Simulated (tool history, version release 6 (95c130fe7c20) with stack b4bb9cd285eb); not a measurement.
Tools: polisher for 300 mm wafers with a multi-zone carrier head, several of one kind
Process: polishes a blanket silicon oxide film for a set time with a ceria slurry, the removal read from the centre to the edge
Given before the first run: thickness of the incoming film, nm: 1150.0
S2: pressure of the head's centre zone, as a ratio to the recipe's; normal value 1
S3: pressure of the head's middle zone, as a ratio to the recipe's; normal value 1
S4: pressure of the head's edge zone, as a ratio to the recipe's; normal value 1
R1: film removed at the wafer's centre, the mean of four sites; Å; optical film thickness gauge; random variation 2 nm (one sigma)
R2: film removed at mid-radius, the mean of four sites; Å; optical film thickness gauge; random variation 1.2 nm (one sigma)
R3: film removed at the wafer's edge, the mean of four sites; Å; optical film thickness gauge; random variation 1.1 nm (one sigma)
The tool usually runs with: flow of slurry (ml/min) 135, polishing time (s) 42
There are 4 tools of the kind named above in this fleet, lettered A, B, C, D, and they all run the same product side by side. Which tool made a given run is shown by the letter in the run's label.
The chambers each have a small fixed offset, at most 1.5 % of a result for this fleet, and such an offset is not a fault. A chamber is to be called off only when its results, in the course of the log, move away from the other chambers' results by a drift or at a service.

{"hour": 0.5, "done": "chamber A: worn pad replaced by a new one"}
{"run": "1B", "hour": 8.7, "flow of slurry (ml/min)": 135, "S2": 1, "S3": 1, "S4": 1, "polishing time (s)": 42, "R1": 1547.8, "R2": 1561.7, "R3": 1566.5}
{"run": "2A", "hour": 13.4, "flow of slurry (ml/min)": 135, "S2": 1, "S3": 1, "S4": 1, "polishing time (s)": 42, "R1": 1530, "R2": 1542.3, "R3": 1556.8}
{"hour": 14.0, "done": "chamber B: worn pad replaced by a new one"}
{"hour": 14.4, "done": "chamber C: slurry nozzle cleaned"}
{"run": "3C", "hour": 21.0, "flow of slurry (ml/min)": 135, "S2": 1, "S3": 1, "S4": 1, "polishing time (s)": 42, "R1": 1579.2, "R2": 1569.1, "R3": 1545.5}
{"run": "4D", "hour": 26.6, "flow of slurry (ml/min)": 135, "S2": 1, "S3": 1, "S4": 1, "polishing time (s)": 42, "R1": 1538.8, "R2": 1569, "R3": 1571.1}
{"hour": 27.4, "done": "chamber C: worn pad replaced by a new one"}
{"run": "5C", "hour": 34.4, "flow of slurry (ml/min)": 135, "S2": 1, "S3": 1, "S4": 1, "polishing time (s)": 42, "R1": 1598.3, "R2": 1558.9, "R3": 1538.7}
{"run": "6D", "hour": 42.5, "flow of slurry (ml/min)": 135, "S2": 1, "S3": 1, "S4": 1, "polishing time (s)": 42, "R1": 1579.6, "R2": 1551.4, "R3": 1570.2}
{"run": "7A", "hour": 47.2, "flow of slurry (ml/min)": 135, "S2": 1, "S3": 1, "S4": 1, "polishing time (s)": 42, "R1": 1536.9, "R2": 1556.6, "R3": 1551.9}
{"hour": 50.9, "done": "chamber D: worn pad replaced by a new one"}
{"run": "8B", "hour": 56.0, "flow of slurry (ml/min)": 135, "S2": 1, "S3": 1, "S4": 1, "polishing time (s)": 42, "R1": 1542, "R2": 1548.6, "R3": 1539.3}
{"run": "9D", "hour": 64.8, "flow of slurry (ml/min)": 135, "S2": 1.1, "S3": 0.91, "S4": 1, "polishing time (s)": 42, "R1": 1740.3, "R2": 1425.3, "R3": 1565.9}
{"hour": 69.1, "done": "chamber A: worn pad replaced by a new one"}
{"hour": 72.7, "done": "chamber B: worn pad replaced by a new one"}
{"run": "10A", "hour": 73.4, "flow of slurry (ml/min)": 135, "S2": 1.1, "S3": 0.91, "S4": 1, "polishing time (s)": 42, "R1": 1702.1, "R2": 1426.3, "R3": 1551.9}
{"run": "11C", "hour": 77.5, "flow of slurry (ml/min)": 135, "S2": 1.1, "S3": 0.91, "S4": 1, "polishing time (s)": 42, "R1": 1791.4, "R2": 1428.8, "R3": 1524.2}
{"run": "12B", "hour": 86.1, "flow of slurry (ml/min)": 135, "S2": 1.1, "S3": 0.91, "S4": 1, "polishing time (s)": 42, "R1": 1718, "R2": 1418.9, "R3": 1574.8}
{"run": "13C", "hour": 91.8, "flow of slurry (ml/min)": 135, "S2": 1, "S3": 1, "S4": 1, "polishing time (s)": 42, "R1": 1554.3, "R2": 1563.7, "R3": 1529.1}
{"run": "14B", "hour": 96.8, "flow of slurry (ml/min)": 135, "S2": 1, "S3": 1, "S4": 1, "polishing time (s)": 42, "R1": 1530.2, "R2": 1562.3, "R3": 1562.4}
{"run": "15D", "hour": 101.2, "flow of slurry (ml/min)": 135, "S2": 1, "S3": 1, "S4": 1, "polishing time (s)": 42, "R1": 1541.5, "R2": 1540, "R3": 1562.9}
{"hour": 102.0, "done": "chamber D: worn pad replaced by a new one"}
{"run": "16A", "hour": 105.4, "flow of slurry (ml/min)": 135, "S2": 1, "S3": 1, "S4": 1, "polishing time (s)": 42, "R1": 1508.2, "R2": 1544, "R3": 1553.1}
{"hour": 106.8, "done": "chamber D: centre zone pressure recalibrated"}
{"run": "17A", "hour": 111.0, "flow of slurry (ml/min)": 135, "S2": 1, "S3": 1, "S4": 1, "polishing time (s)": 42, "R1": 1519.3, "R2": 1539.9, "R3": 1563.7}
{"hour": 114.7, "done": "chamber C: worn pad replaced by a new one"}
{"run": "18B", "hour": 117.3, "flow of slurry (ml/min)": 135, "S2": 1, "S3": 1, "S4": 1, "polishing time (s)": 42, "R1": 1539.6, "R2": 1549.1, "R3": 1535.9}
{"run": "19D", "hour": 122.9, "flow of slurry (ml/min)": 135, "S2": 1, "S3": 1, "S4": 1, "polishing time (s)": 42, "R1": 1555.5, "R2": 1572.3, "R3": 1560.1}
{"hour": 124.4, "done": "chamber B: worn pad replaced by a new one"}
{"run": "20C", "hour": 130.7, "flow of slurry (ml/min)": 135, "S2": 1, "S3": 1, "S4": 1, "polishing time (s)": 35, "R1": 1326.2, "R2": 1307.5, "R3": 1297.6}
{"run": "21B", "hour": 137.1, "flow of slurry (ml/min)": 135, "S2": 1, "S3": 1, "S4": 1, "polishing time (s)": 35, "R1": 1305.9, "R2": 1282.7, "R3": 1302.5}
{"hour": 138.8, "done": "chamber A: worn pad replaced by a new one"}
{"run": "22A", "hour": 144.2, "flow of slurry (ml/min)": 135, "S2": 1, "S3": 1, "S4": 1, "polishing time (s)": 35, "R1": 1276.1, "R2": 1290, "R3": 1292}
{"run": "23D", "hour": 150.1, "flow of slurry (ml/min)": 135, "S2": 1, "S3": 1, "S4": 1, "polishing time (s)": 35, "R1": 1329, "R2": 1293.2, "R3": 1285.6}
{"run": "24C", "hour": 156.7, "flow of slurry (ml/min)": 135, "S2": 1, "S3": 1, "S4": 1, "polishing time (s)": 42, "R1": 1572.5, "R2": 1547.7, "R3": 1538.5}
{"run": "25D", "hour": 161.6, "flow of slurry (ml/min)": 135, "S2": 1, "S3": 1, "S4": 1, "polishing time (s)": 42, "R1": 1537.1, "R2": 1554.2, "R3": 1572.8}
{"hour": 169.4, "done": "chamber D: worn pad replaced by a new one"}
{"run": "26A", "hour": 170.1, "flow of slurry (ml/min)": 135, "S2": 1, "S3": 1, "S4": 1, "polishing time (s)": 42, "R1": 1529.8, "R2": 1567.8, "R3": 1576.8}
{"hour": 175.3, "done": "chamber B: worn pad replaced by a new one"}
{"run": "27B", "hour": 175.8, "flow of slurry (ml/min)": 135, "S2": 1, "S3": 1, "S4": 1, "polishing time (s)": 42, "R1": 1532.8, "R2": 1574.4, "R3": 1561.5}
{"hour": 181.4, "done": "chamber C: worn pad replaced by a new one"}
{"run": "28C", "hour": 183.0, "flow of slurry (ml/min)": 135, "S2": 1, "S3": 0.95, "S4": 1, "polishing time (s)": 42, "R1": 1601.7, "R2": 1488.6, "R3": 1545.2}
{"run": "29D", "hour": 188.7, "flow of slurry (ml/min)": 135, "S2": 1, "S3": 0.95, "S4": 1, "polishing time (s)": 42, "R1": 1584.5, "R2": 1470, "R3": 1556.4}
{"run": "30B", "hour": 196.3, "flow of slurry (ml/min)": 135, "S2": 1, "S3": 0.95, "S4": 1, "polishing time (s)": 42, "R1": 1564.5, "R2": 1493.1, "R3": 1555.3}
{"run": "31A", "hour": 202.7, "flow of slurry (ml/min)": 135, "S2": 1, "S3": 0.95, "S4": 1, "polishing time (s)": 42, "R1": 1554.5, "R2": 1482.9, "R3": 1556}
{"hour": 205.7, "done": "chamber A: worn pad replaced by a new one"}
{"run": "32C", "hour": 208.0, "flow of slurry (ml/min)": 135, "S2": 1, "S3": 1, "S4": 1, "polishing time (s)": 42, "R1": 1553.4, "R2": 1564.7, "R3": 1529.4}
{"hour": 210.9, "done": "chamber D: edge zone pressure recalibrated"}
{"run": "33D", "hour": 213.1, "flow of slurry (ml/min)": 135, "S2": 1, "S3": 1, "S4": 1, "polishing time (s)": 42, "R1": 1551.4, "R2": 1549, "R3": 1583}
{"run": "34C", "hour": 221.8, "flow of slurry (ml/min)": 135, "S2": 1, "S3": 1, "S4": 1, "polishing time (s)": 42, "R1": 1570.9, "R2": 1571.9, "R3": 1533.2}
{"run": "35B", "hour": 225.9, "flow of slurry (ml/min)": 135, "S2": 1, "S3": 1, "S4": 1, "polishing time (s)": 42, "R1": 1545.9, "R2": 1562.4, "R3": 1564.5}
{"hour": 227.9, "done": "chamber B: worn pad replaced by a new one"}
{"hour": 228.4, "done": "chamber D: worn pad replaced by a new one"}
{"run": "36A", "hour": 230.8, "flow of slurry (ml/min)": 135, "S2": 1, "S3": 1, "S4": 1, "polishing time (s)": 42, "R1": 1534.2, "R2": 1541.2, "R3": 1557.9}
{"run": "37D", "hour": 238.5, "flow of slurry (ml/min)": 135, "S2": 1, "S3": 1, "S4": 1, "polishing time (s)": 42, "R1": 1546.1, "R2": 1565.2, "R3": 1553.7}
{"run": "38B", "hour": 242.5, "flow of slurry (ml/min)": 135, "S2": 1, "S3": 1, "S4": 1, "polishing time (s)": 42, "R1": 1509.3, "R2": 1566.4, "R3": 1548}
{"run": "39A", "hour": 250.3, "flow of slurry (ml/min)": 135, "S2": 1, "S3": 0.91, "S4": 1, "polishing time (s)": 42, "R1": 1539, "R2": 1422.4, "R3": 1551.2}

Does one chamber stand apart from the rest, does the shared gauge drift, or is all well apart from small per-chamber offsets? Give the chamber and the most likely cause, where there is one.

The fleet is healthy, with each chamber sitting at its usual small offset and no drift in the gauge.

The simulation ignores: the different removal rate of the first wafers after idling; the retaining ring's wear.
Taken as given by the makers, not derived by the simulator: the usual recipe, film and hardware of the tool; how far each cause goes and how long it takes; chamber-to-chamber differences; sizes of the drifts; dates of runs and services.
